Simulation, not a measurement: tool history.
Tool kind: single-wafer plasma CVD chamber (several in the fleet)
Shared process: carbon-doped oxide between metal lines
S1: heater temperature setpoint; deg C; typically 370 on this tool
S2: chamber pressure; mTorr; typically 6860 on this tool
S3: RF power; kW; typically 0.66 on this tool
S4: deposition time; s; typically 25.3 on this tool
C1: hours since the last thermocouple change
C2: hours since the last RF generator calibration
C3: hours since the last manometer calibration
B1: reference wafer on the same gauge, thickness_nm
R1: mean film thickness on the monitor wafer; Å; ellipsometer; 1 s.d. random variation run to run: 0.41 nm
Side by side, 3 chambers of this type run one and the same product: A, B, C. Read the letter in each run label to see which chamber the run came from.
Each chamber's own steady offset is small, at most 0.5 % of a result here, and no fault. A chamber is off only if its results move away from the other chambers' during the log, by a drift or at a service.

run 1C hour=7.1 | S1=370 S2=6860 S3=0.66 S4=25.3 | C1=1082.1 C2=922.2 C3=322.6 | B1=160.96 | R1=1516.4
run 2B hour=12.2 | S1=370 S2=6860 S3=0.66 S4=25.3 | C1=789.9 C2=1134.6 C3=665.6 | B1=160.97 | R1=1512.1
run 3A hour=20 | S1=370 S2=6860 S3=0.66 S4=25.3 | C1=815 C2=352.9 C3=140.4 | B1=161.01 | R1=1514.2
run 4A hour=30.6 | S1=370 S2=6860 S3=0.66 S4=25.3 | C1=825.6 C2=363.5 C3=151 | B1=160.92 | R1=1515.6
run 5B hour=38.9 | S1=370 S2=6860 S3=0.66 S4=25.3 | C1=816.6 C2=1161.3 C3=692.3 | B1=161 | R1=1512.6
run 6C hour=44.5 | S1=370 S2=6860 S3=0.66 S4=25.3 | C1=1119.5 C2=959.6 C3=360 | B1=160.95 | R1=1517.4
run 7C hour=53.2 | S1=370 S2=6860 S3=0.66 S4=25.3 | C1=1128.2 C2=968.3 C3=368.7 | B1=161.07 | R1=1522.1
run 8B hour=61 | S1=370 S2=6860 S3=0.66 S4=25.3 | C1=838.7 C2=1183.4 C3=714.4 | B1=161.06 | R1=1509.1
run 9A hour=67.6 | S1=359 S2=7390 S3=0.66 S4=25.3 | C1=862.6 C2=400.5 C3=188 | B1=160.99 | R1=1561.1
run 10B hour=77.2 | S1=359 S2=7390 S3=0.66 S4=25.3 | C1=854.9 C2=1199.6 C3=730.6 | B1=161.05 | R1=1559
run 11A hour=82.4 | S1=359 S2=7390 S3=0.66 S4=25.3 | C1=877.4 C2=415.3 C3=202.8 | B1=160.95 | R1=1565.2
-- hour=86.7 chamber B: RF generator calibrated
run 12C hour=91 | S1=363 S2=6860 S3=0.71 S4=25.3 | C1=1166 C2=1006.1 C3=406.5 | B1=161.04 | R1=1604.7
run 13C hour=98.9 | S1=363 S2=6860 S3=0.71 S4=25.3 | C1=1173.9 C2=1014 C3=414.4 | B1=160.94 | R1=1607.8
run 14A hour=107.4 | S1=363 S2=6860 S3=0.71 S4=25.3 | C1=902.4 C2=440.3 C3=227.8 | B1=161.1 | R1=1611
run 15B hour=112.6 | S1=370 S2=6860 S3=0.66 S4=25.3 | C1=890.3 C2=25.9 C3=766 | B1=161.02 | R1=1504.5
run 16C hour=122.1 | S1=370 S2=6860 S3=0.66 S4=25.3 | C1=1197.1 C2=1037.2 C3=437.6 | B1=160.94 | R1=1511.7
run 17B hour=132.8 | S1=370 S2=6860 S3=0.66 S4=25.3 | C1=910.5 C2=46.1 C3=786.2 | B1=160.88 | R1=1508.4
run 18A hour=143.1 | S1=370 S2=6860 S3=0.66 S4=25.3 | C1=938.1 C2=476 C3=263.5 | B1=161.03 | R1=1510.7
run 19A hour=150.4 | S1=370 S2=6860 S3=0.66 S4=25.3 | C1=945.4 C2=483.3 C3=270.8 | B1=161.03 | R1=1523.3
run 20C hour=158.2 | S1=377 S2=6860 S3=0.66 S4=25.3 | C1=1233.2 C2=1073.3 C3=473.7 | B1=160.96 | R1=1477.1
run 21B hour=168.1 | S1=377 S2=6860 S3=0.66 S4=25.3 | C1=945.8 C2=81.4 C3=821.5 | B1=161.15 | R1=1487
run 22A hour=178.7 | S1=377 S2=6860 S3=0.66 S4=25.3 | C1=973.7 C2=511.6 C3=299.1 | B1=160.98 | R1=1483.8
run 23B hour=188.7 | S1=370 S2=6860 S3=0.555 S4=25.3 | C1=966.4 C2=102 C3=842.1 | B1=160.95 | R1=1361.3
run 24C hour=195.1 | S1=370 S2=6860 S3=0.555 S4=25.3 | C1=1270.1 C2=1110.2 C3=510.6 | B1=160.98 | R1=1354.4
run 25A hour=203.3 | S1=370 S2=6860 S3=0.555 S4=25.3 | C1=998.3 C2=536.2 C3=323.7 | B1=160.98 | R1=1367.4
run 26C hour=213.7 | S1=370 S2=6860 S3=0.66 S4=25.3 | C1=1288.7 C2=1128.8 C3=529.2 | B1=161.02 | R1=1495.4
run 27B hour=222.1 | S1=370 S2=6860 S3=0.66 S4=25.3 | C1=999.8 C2=135.4 C3=875.5 | B1=161.12 | R1=1503.5
run 28C hour=229.9 | S1=370 S2=6860 S3=0.66 S4=25.3 | C1=1304.9 C2=1145 C3=545.4 | B1=161.05 | R1=1504.9
run 29B hour=240.2 | S1=370 S2=6860 S3=0.66 S4=25.3 | C1=1017.9 C2=153.5 C3=893.6 | B1=160.99 | R1=1508.1
run 30A hour=247.1 | S1=370 S2=6860 S3=0.66 S4=25.3 | C1=1042.1 C2=580 C3=367.5 | B1=160.96 | R1=1514.1
run 31A hour=252.6 | S1=370 S2=6860 S3=0.66 S4=25.3 | C1=1047.6 C2=585.5 C3=373 | B1=161.02 | R1=1522.8
run 32C hour=257.4 | S1=370 S2=6860 S3=0.66 S4=25.3 | C1=1332.4 C2=1172.5 C3=572.9 | B1=160.94 | R1=1498.1
run 33B hour=263.6 | S1=370 S2=6860 S3=0.66 S4=25.3 | C1=1041.3 C2=176.9 C3=917 | B1=160.98 | R1=1506.2
run 34C hour=273.8 | S1=370 S2=6860 S3=0.66 S4=25.3 | C1=1348.8 C2=1188.9 C3=589.3 | B1=161.01 | R1=1490.3
run 35A hour=283 | S1=370 S2=6860 S3=0.66 S4=25.3 | C1=1078 C2=615.9 C3=403.4 | B1=161.01 | R1=1514
run 36B hour=288.1 | S1=370 S2=6860 S3=0.66 S4=25.3 | C1=1065.8 C2=201.4 C3=941.5 | B1=161.06 | R1=1509.7
run 37B hour=297 | S1=370 S2=6860 S3=0.66 S4=25.3 | C1=1074.7 C2=210.3 C3=950.4 | B1=161.02 | R1=1510.3
run 38C hour=304.5 | S1=370 S2=6860 S3=0.66 S4=20.4 | C1=1379.5 C2=1219.6 C3=620 | B1=160.94 | R1=1199.3

For the next run the whole fleet of 3 chambers uses the same settings. Give each chamber's results:
run 39A hour=312.2 | S1=370 S2=6860 S3=0.66 S4=25.3 | R1=?
run 39B hour=312.2 | S1=370 S2=6860 S3=0.66 S4=25.3 | R1=?
run 39C hour=312.2 | S1=370 S2=6860 S3=0.66 S4=25.3 | R1=?

run=39A R1=1511.1
run=39B R1=1509
run=39C R1=1487
